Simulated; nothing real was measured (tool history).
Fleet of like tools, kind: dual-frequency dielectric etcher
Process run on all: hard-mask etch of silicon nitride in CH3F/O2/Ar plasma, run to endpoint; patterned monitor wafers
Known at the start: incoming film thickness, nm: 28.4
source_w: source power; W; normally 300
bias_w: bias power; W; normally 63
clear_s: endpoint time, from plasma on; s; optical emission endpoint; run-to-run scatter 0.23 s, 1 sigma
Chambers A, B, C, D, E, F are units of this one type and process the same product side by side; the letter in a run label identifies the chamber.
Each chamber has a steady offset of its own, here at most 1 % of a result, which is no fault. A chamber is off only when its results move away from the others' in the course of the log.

run	hour	source_w	bias_w	clear_s
1E	12.8	300	63	48.141
2F	24.4	300	63	48.496
3C	37.6	300	63	47.759
4B	49	300	63	47.937
5A	62.7	300	63	48.059
6D	72.1	300	63	48.022
# hour 78.3: chamber C: source power generator calibrated
7E	81.4	300	63	48.629
8C	89.7	360	63	44.461
9B	101.9	360	63	44.876
10F	113.1	360	63	45.027
11D	122.6	360	63	44.98
# hour 128.1: chamber D: bias power generator calibrated
12A	136.5	360	63	44.988
13F	143.1	360	63	44.698
14C	155.4	300	63	47.6
15D	163.2	300	63	47.908
16B	170	300	63	48.528
17E	182.1	300	63	48.317
18A	195	300	63	48.163
19F	207.4	300	63	48.249
20A	215.9	300	63	48.534
21D	225.8	300	63	48.388
22C	234.7	300	63	47.772
# hour 243.7: chamber F: wet clean of the chamber
# hour 246.4: chamber A: wet clean of the chamber
23B	247.6	350	49	49.449
24E	260.3	350	49	49.597
# hour 260.9: chamber A: bias power generator calibrated
25E	273.4	350	49	49.579
26D	280.1	350	49	49.324
27B	293.9	350	49	49.387
28C	306.5	350	49	48.931
29F	319.4	300	63	48.172
30A	328.7	300	63	48.106
# hour 330.8: chamber E: wet clean of the chamber
31A	338.2	300	63	47.935
32D	344.3	300	63	47.944
# hour 356.2: chamber B: wet clean of the chamber
33E	357.7	300	63	47.921
34F	366.5	300	63	48.633
35C	374.4	300	63	47.845
36B	380.7	300	63	48.399
# hour 386.9: chamber C: wet clean of the chamber
37F	389.7	300	63	48.335
38C	403.8	300	63	47.957

Does one chamber stand apart from the rest, does the shared gauge drift, or is all well apart from small per-chamber offsets? Give the chamber and the most likely cause, where there is one.

The fleet is healthy, with each chamber sitting at its usual small offset and no drift in the gauge.
